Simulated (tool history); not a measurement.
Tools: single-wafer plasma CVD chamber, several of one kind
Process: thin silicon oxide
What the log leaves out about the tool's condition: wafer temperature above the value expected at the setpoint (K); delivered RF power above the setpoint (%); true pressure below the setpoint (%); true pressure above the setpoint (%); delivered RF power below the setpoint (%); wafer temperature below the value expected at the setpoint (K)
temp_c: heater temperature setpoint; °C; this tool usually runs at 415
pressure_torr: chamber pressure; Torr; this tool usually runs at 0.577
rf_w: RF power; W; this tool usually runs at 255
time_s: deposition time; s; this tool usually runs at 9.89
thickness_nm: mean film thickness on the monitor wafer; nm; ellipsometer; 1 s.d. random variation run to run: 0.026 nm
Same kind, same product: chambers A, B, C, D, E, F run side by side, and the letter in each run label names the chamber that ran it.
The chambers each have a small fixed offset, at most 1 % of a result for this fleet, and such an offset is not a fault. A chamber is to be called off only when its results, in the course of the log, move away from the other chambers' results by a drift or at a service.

run	hour	temp_c	pressure_torr	rf_w	time_s	hours since the last thermocouple change	hours since the last RF generator calibration	hours since the last manometer calibration	read-back reference wafer on the same gauge, thickness_nm	thickness_nm
1E	13.3	415	0.577	255	9.89	411.4	1157.7	988.3	13.601	11.966
2C	21.4	415	0.577	255	9.89	1345.2	1506.2	573.8	13.605	11.944
# hour 34.4: chamber D: thermocouple changed; heater temperature recalibrated
3B	35	415	0.577	255	9.89	728	712.3	443.8	13.595	12.041
4A	48.2	415	0.577	255	9.89	1703.3	1693.5	692.2	13.595	11.943
# hour 55.9: chamber C: thermocouple changed; heater temperature recalibrated
5F	57.1	415	0.577	255	9.89	874.8	646.9	688.6	13.591	11.999
6D	67.1	415	0.577	255	9.89	32.8	1423.7	345.8	13.603	11.97
7E	79.6	415	0.577	255	9.89	477.7	1224	1054.6	13.604	11.9
8A	90.7	415	0.577	255	9.89	1745.8	1736	734.7	13.605	12
9D	101.6	415	0.577	255	9.89	67.3	1458.2	380.3	13.606	11.872
10B	107.7	415	0.577	255	9.89	800.7	785	516.5	13.609	11.995
11C	115.7	415	0.577	255	9.89	59.9	1600.5	668.1	13.598	11.89
# hour 117.9: chamber C: RF generator calibrated
12F	128.5	415	0.577	255	9.89	946.2	718.3	760	13.6	11.939
13F	138.4	415	0.577	255	9.89	956.1	728.2	769.9	13.597	11.963
14B	149.1	415	0.577	255	9.89	842.1	826.4	557.9	13.601	12.049
15D	155.2	406	0.577	295	9.89	120.9	1511.8	433.9	13.594	12.808
16C	164.4	406	0.577	295	9.89	108.6	46.5	716.8	13.596	12.761
# hour 164.7: chamber A: thermocouple changed; heater temperature recalibrated
17A	177.6	406	0.577	295	9.89	13	1822.9	821.6	13.602	12.784
18E	187.8	406	0.577	295	9.89	585.9	1332.2	1162.8	13.603	12.808
# hour 188.2: chamber D: RF generator calibrated
19B	200.1	406	0.577	295	9.89	893.1	877.4	608.9	13.595	12.912
20A	209.4	406	0.577	295	9.89	44.8	1854.7	853.4	13.598	12.747
21D	218.4	415	0.577	255	9.89	184.1	30.2	497.1	13.593	11.92
22F	229.7	415	0.577	255	9.89	1047.4	819.5	861.2	13.59	11.941
23C	241.9	415	0.577	255	9.89	186.1	124	794.3	13.604	11.932
24E	251.9	415	0.577	255	9.89	650	1396.3	1226.9	13.601	11.968
25D	263	415	0.577	280	8.55	228.7	74.8	541.7	13.595	10.747
# hour 270.3: chamber E: capacitance manometer re-zeroed and calibrated
26A	274.7	415	0.577	280	8.55	110.1	1920	918.7	13.601	10.742
27E	283.4	415	0.577	280	8.55	681.5	1427.8	13.2	13.601	10.805
28C	292.7	415	0.577	280	8.55	236.9	174.8	845.1	13.594	10.742
29F	298.9	415	0.577	280	8.55	1116.6	888.7	930.4	13.599	10.827
30B	310.9	415	0.577	280	8.55	1003.9	988.2	719.7	13.602	10.799
31E	320.7	415	0.577	255	9.89	718.8	1465.1	50.5	13.599	11.959
32C	334.1	415	0.577	210	9.89	278.3	216.2	886.5	13.607	10.882
33D	344	415	0.577	210	9.89	309.7	155.8	622.7	13.596	10.835
34F	350.1	415	0.577	210	9.89	1167.8	939.9	981.6	13.601	10.923
35A	362.3	415	0.577	210	9.89	197.7	2007.6	1006.3	13.603	10.829
36B	372.3	415	0.577	210	9.89	1065.3	1049.6	781.1	13.602	11.013
# hour 374.9: chamber A: RF generator calibrated
# hour 376.6: chamber F: thermocouple changed; heater temperature recalibrated
37B	385.1	415	0.577	210	9.89	1078.1	1062.4	793.9	13.602	11.002
38A	398.8	415	0.577	255	8.07	234.2	24	1042.8	13.599	9.6799
39D	406.6	415	0.577	255	8.07	372.3	218.4	685.3	13.593	9.7296
40F	417.1	415	0.577	255	8.07	40.6	1006.9	1048.6	13.603	9.7851
41C	423.5	415	0.577	255	8.07	367.7	305.6	975.9	13.6	9.7747
42E	431.4	415	0.577	255	8.07	829.5	1575.8	161.2	13.598	9.7851
43B	443.2	415	0.577	255	8.07	1136.2	1120.5	852	13.602	9.7852
44C	450.9	415	0.577	255	9.89	395.1	333	1003.3	13.591	11.896

The same settings go to every chamber for the next run, one line per chamber below. Forecast the results for each:
45A	461	415	0.577	255	11.62					?
45B	461	415	0.577	255	11.62					?
45C	461	415	0.577	255	11.62					?
45D	461	415	0.577	255	11.62					?
45E	461	415	0.577	255	11.62					?
45F	461	415	0.577	255	11.62					?

run	thickness_nm
45A	13.908
45B	14.164
45C	13.986
45D	13.982
45E	14.057
45F	14.049
